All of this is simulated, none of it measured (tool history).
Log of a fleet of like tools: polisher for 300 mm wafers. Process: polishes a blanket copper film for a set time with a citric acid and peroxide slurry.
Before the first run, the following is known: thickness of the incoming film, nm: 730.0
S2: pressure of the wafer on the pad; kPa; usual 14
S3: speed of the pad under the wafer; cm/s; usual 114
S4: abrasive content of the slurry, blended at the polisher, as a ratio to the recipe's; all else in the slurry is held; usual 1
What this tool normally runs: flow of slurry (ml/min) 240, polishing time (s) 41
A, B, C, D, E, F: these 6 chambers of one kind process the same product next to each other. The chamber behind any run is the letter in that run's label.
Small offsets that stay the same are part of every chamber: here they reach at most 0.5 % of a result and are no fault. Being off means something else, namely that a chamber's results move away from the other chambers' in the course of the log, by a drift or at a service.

{"run": "1C", "hour": 5.9, "flow of slurry (ml/min)": 240, "S2": 14, "S3": 114, "S4": 1, "polishing time (s)": 41, "film removed (angstrom)": 641.84}
{"hour": 6.6, "done": "chamber E: worn pad replaced by a new one"}
{"hour": 8.9, "done": "chamber B: worn pad replaced by a new one"}
{"run": "2A", "hour": 11.2, "flow of slurry (ml/min)": 240, "S2": 14, "S3": 114, "S4": 1, "polishing time (s)": 41, "film removed (angstrom)": 646.08}
{"run": "3B", "hour": 15.7, "flow of slurry (ml/min)": 240, "S2": 14, "S3": 114, "S4": 1, "polishing time (s)": 41, "film removed (angstrom)": 648.65}
{"hour": 16.0, "done": "chamber D: slurry blender recalibrated"}
{"run": "4E", "hour": 18.4, "flow of slurry (ml/min)": 240, "S2": 14, "S3": 114, "S4": 1, "polishing time (s)": 41, "film removed (angstrom)": 650.21}
{"run": "5F", "hour": 22.2, "flow of slurry (ml/min)": 240, "S2": 14, "S3": 114, "S4": 1, "polishing time (s)": 41, "film removed (angstrom)": 653.11}
{"run": "6D", "hour": 27.0, "flow of slurry (ml/min)": 240, "S2": 14, "S3": 114, "S4": 1, "polishing time (s)": 41, "film removed (angstrom)": 638.76}
{"hour": 29.6, "done": "chamber C: worn pad replaced by a new one"}
{"run": "7C", "hour": 31.7, "flow of slurry (ml/min)": 240, "S2": 14, "S3": 114, "S4": 1, "polishing time (s)": 41, "film removed (angstrom)": 644.5}
{"hour": 32.7, "done": "chamber E: slurry nozzle cleaned"}
{"run": "8A", "hour": 36.2, "flow of slurry (ml/min)": 240, "S2": 14, "S3": 134, "S4": 1, "polishing time (s)": 41, "film removed (angstrom)": 763.09}
{"run": "9D", "hour": 39.5, "flow of slurry (ml/min)": 240, "S2": 14, "S3": 134, "S4": 1, "polishing time (s)": 41, "film removed (angstrom)": 761.63}
{"hour": 42.3, "done": "chamber F: worn pad replaced by a new one"}
{"run": "10F", "hour": 45.1, "flow of slurry (ml/min)": 240, "S2": 14, "S3": 134, "S4": 1, "polishing time (s)": 41, "film removed (angstrom)": 761.36}
{"hour": 48.8, "done": "chamber E: worn pad replaced by a new one"}
{"run": "11B", "hour": 50.4, "flow of slurry (ml/min)": 240, "S2": 14, "S3": 134, "S4": 1, "polishing time (s)": 41, "film removed (angstrom)": 756.11}
{"hour": 51.1, "done": "chamber A: worn pad replaced by a new one"}
{"run": "12E", "hour": 55.2, "flow of slurry (ml/min)": 240, "S2": 14, "S3": 134, "S4": 1, "polishing time (s)": 41, "film removed (angstrom)": 758.99}
{"hour": 57.2, "done": "chamber D: head pressure recalibrated"}
{"run": "13C", "hour": 58.7, "flow of slurry (ml/min)": 240, "S2": 14, "S3": 134, "S4": 1, "polishing time (s)": 41, "film removed (angstrom)": 764.03}
{"run": "14D", "hour": 62.4, "flow of slurry (ml/min)": 240, "S2": 14, "S3": 114, "S4": 1, "polishing time (s)": 41, "film removed (angstrom)": 643.86}
{"run": "15E", "hour": 67.6, "flow of slurry (ml/min)": 240, "S2": 14, "S3": 142, "S4": 1, "polishing time (s)": 41, "film removed (angstrom)": 798.88}
{"hour": 71.1, "done": "chamber C: head pressure recalibrated"}
{"hour": 71.9, "done": "chamber E: slurry blender recalibrated"}
{"hour": 72.0, "done": "chamber C: worn pad replaced by a new one"}
{"run": "16F", "hour": 72.9, "flow of slurry (ml/min)": 240, "S2": 14, "S3": 142, "S4": 1, "polishing time (s)": 41, "film removed (angstrom)": 797.88}
{"run": "17A", "hour": 76.4, "flow of slurry (ml/min)": 240, "S2": 14, "S3": 142, "S4": 1, "polishing time (s)": 41, "film removed (angstrom)": 807.4}
{"run": "18B", "hour": 80.0, "flow of slurry (ml/min)": 240, "S2": 14, "S3": 142, "S4": 1, "polishing time (s)": 41, "film removed (angstrom)": 807.75}
{"hour": 82.9, "done": "chamber B: worn pad replaced by a new one"}
{"run": "19D", "hour": 83.8, "flow of slurry (ml/min)": 240, "S2": 14, "S3": 142, "S4": 1, "polishing time (s)": 41, "film removed (angstrom)": 778.56}
{"hour": 84.3, "done": "chamber E: worn pad replaced by a new one"}
{"run": "20E", "hour": 89.1, "flow of slurry (ml/min)": 240, "S2": 14, "S3": 142, "S4": 1, "polishing time (s)": 41, "film removed (angstrom)": 802.02}
{"run": "21A", "hour": 94.2, "flow of slurry (ml/min)": 240, "S2": 14, "S3": 114, "S4": 1, "polishing time (s)": 41, "film removed (angstrom)": 658.78}
{"hour": 96.2, "done": "chamber F: slurry nozzle cleaned"}
{"run": "22B", "hour": 98.1, "flow of slurry (ml/min)": 240, "S2": 14, "S3": 114, "S4": 1, "polishing time (s)": 41, "film removed (angstrom)": 649.38}
{"run": "23C", "hour": 103.0, "flow of slurry (ml/min)": 240, "S2": 14, "S3": 132, "S4": 1.15, "polishing time (s)": 41, "film removed (angstrom)": 759.23}
{"run": "24F", "hour": 106.1, "flow of slurry (ml/min)": 240, "S2": 14, "S3": 132, "S4": 1.15, "polishing time (s)": 41, "film removed (angstrom)": 775.37}
{"run": "25D", "hour": 109.7, "flow of slurry (ml/min)": 240, "S2": 14, "S3": 132, "S4": 1.15, "polishing time (s)": 41, "film removed (angstrom)": 730.51}
{"hour": 110.2, "done": "chamber F: worn pad replaced by a new one"}
{"run": "26A", "hour": 113.4, "flow of slurry (ml/min)": 240, "S2": 14, "S3": 132, "S4": 1.15, "polishing time (s)": 41, "film removed (angstrom)": 770}
{"run": "27F", "hour": 115.9, "flow of slurry (ml/min)": 240, "S2": 14, "S3": 132, "S4": 1.15, "polishing time (s)": 41, "film removed (angstrom)": 763.99}
{"hour": 116.2, "done": "chamber C: worn pad replaced by a new one"}
{"run": "28B", "hour": 121.0, "flow of slurry (ml/min)": 240, "S2": 14, "S3": 132, "S4": 1.15, "polishing time (s)": 41, "film removed (angstrom)": 775.98}
{"run": "29C", "hour": 125.1, "flow of slurry (ml/min)": 240, "S2": 14, "S3": 114, "S4": 1, "polishing time (s)": 41, "film removed (angstrom)": 639.07}
{"hour": 127.6, "done": "chamber E: worn pad replaced by a new one"}
{"run": "30E", "hour": 130.6, "flow of slurry (ml/min)": 240, "S2": 14, "S3": 114, "S4": 1, "polishing time (s)": 41, "film removed (angstrom)": 657.66}
{"run": "31B", "hour": 134.9, "flow of slurry (ml/min)": 240, "S2": 14, "S3": 114, "S4": 1.25, "polishing time (s)": 33, "film removed (angstrom)": 536.74}
{"hour": 135.9, "done": "chamber A: worn pad replaced by a new one"}
{"run": "32F", "hour": 137.7, "flow of slurry (ml/min)": 240, "S2": 14, "S3": 114, "S4": 1.25, "polishing time (s)": 33, "film removed (angstrom)": 543.76}
{"run": "33E", "hour": 141.2, "flow of slurry (ml/min)": 240, "S2": 14, "S3": 114, "S4": 1.25, "polishing time (s)": 33, "film removed (angstrom)": 554.34}
{"run": "34A", "hour": 146.0, "flow of slurry (ml/min)": 240, "S2": 14, "S3": 114, "S4": 1.25, "polishing time (s)": 33, "film removed (angstrom)": 548.57}
{"hour": 147.5, "done": "chamber B: worn pad replaced by a new one"}
{"hour": 147.6, "done": "chamber D: slurry blender recalibrated"}
{"run": "35C", "hour": 149.6, "flow of slurry (ml/min)": 240, "S2": 14, "S3": 114, "S4": 1.25, "polishing time (s)": 33, "film removed (angstrom)": 554.41}
{"run": "36D", "hour": 153.5, "flow of slurry (ml/min)": 240, "S2": 14, "S3": 114, "S4": 1.25, "polishing time (s)": 33, "film removed (angstrom)": 503.48}
{"run": "37A", "hour": 157.0, "flow of slurry (ml/min)": 240, "S2": 14, "S3": 114, "S4": 1, "polishing time (s)": 41, "film removed (angstrom)": 655.09}
{"hour": 158.4, "done": "chamber C: worn pad replaced by a new one"}
{"run": "38B", "hour": 160.6, "flow of slurry (ml/min)": 240, "S2": 14, "S3": 114, "S4": 1, "polishing time (s)": 41, "film removed (angstrom)": 652.77}
{"run": "39C", "hour": 165.9, "flow of slurry (ml/min)": 280, "S2": 14, "S3": 114, "S4": 1, "polishing time (s)": 32, "film removed (angstrom)": 505.27}

One chamber off, gauge drift, or nothing amiss beyond the chambers' own small offsets? If it is a chamber, which one, and what is the likeliest cause?

Chamber D drifts away from the others.
Cause: removal rate lost through wear of the pad, % = 9.15.

Which of the 4 candidates below, each the usual settings with something changed and its results left as question marks, puts chamber D back in line with what the other chambers give on the usual settings?
Allowed miss from the other chambers' usual-settings mean, per result, to count as in line: film removed (angstrom) 22
{"run": "40D-1", "hour": 170.2, "flow of slurry (ml/min)": 240, "S2": 13.8, "S3": 114, "S4": 1, "polishing time (s)": 42, "film removed (angstrom)": "?"}
{"run": "40D-2", "hour": 170.2, "flow of slurry (ml/min)": 240, "S2": 12.4, "S3": 114, "S4": 1, "polishing time (s)": 41, "film removed (angstrom)": "?"}
{"run": "40D-3", "hour": 170.2, "flow of slurry (ml/min)": 240, "S2": 13.8, "S3": 112, "S4": 1, "polishing time (s)": 40, "film removed (angstrom)": "?"}
{"run": "40D-4", "hour": 170.2, "flow of slurry (ml/min)": 240, "S2": 14.5, "S3": 120, "S4": 1, "polishing time (s)": 41, "film removed (angstrom)": "?"}

The mean the other chambers reach with the usual settings: film removed (angstrom) 649
run=40D-1 film_removed_(angstrom)=601.51
run=40D-2 film_removed_(angstrom)=529.54
run=40D-3 film_removed_(angstrom)=562.98
run=40D-4 film_removed_(angstrom)=647.94
40D-4 brings the chamber back in line.

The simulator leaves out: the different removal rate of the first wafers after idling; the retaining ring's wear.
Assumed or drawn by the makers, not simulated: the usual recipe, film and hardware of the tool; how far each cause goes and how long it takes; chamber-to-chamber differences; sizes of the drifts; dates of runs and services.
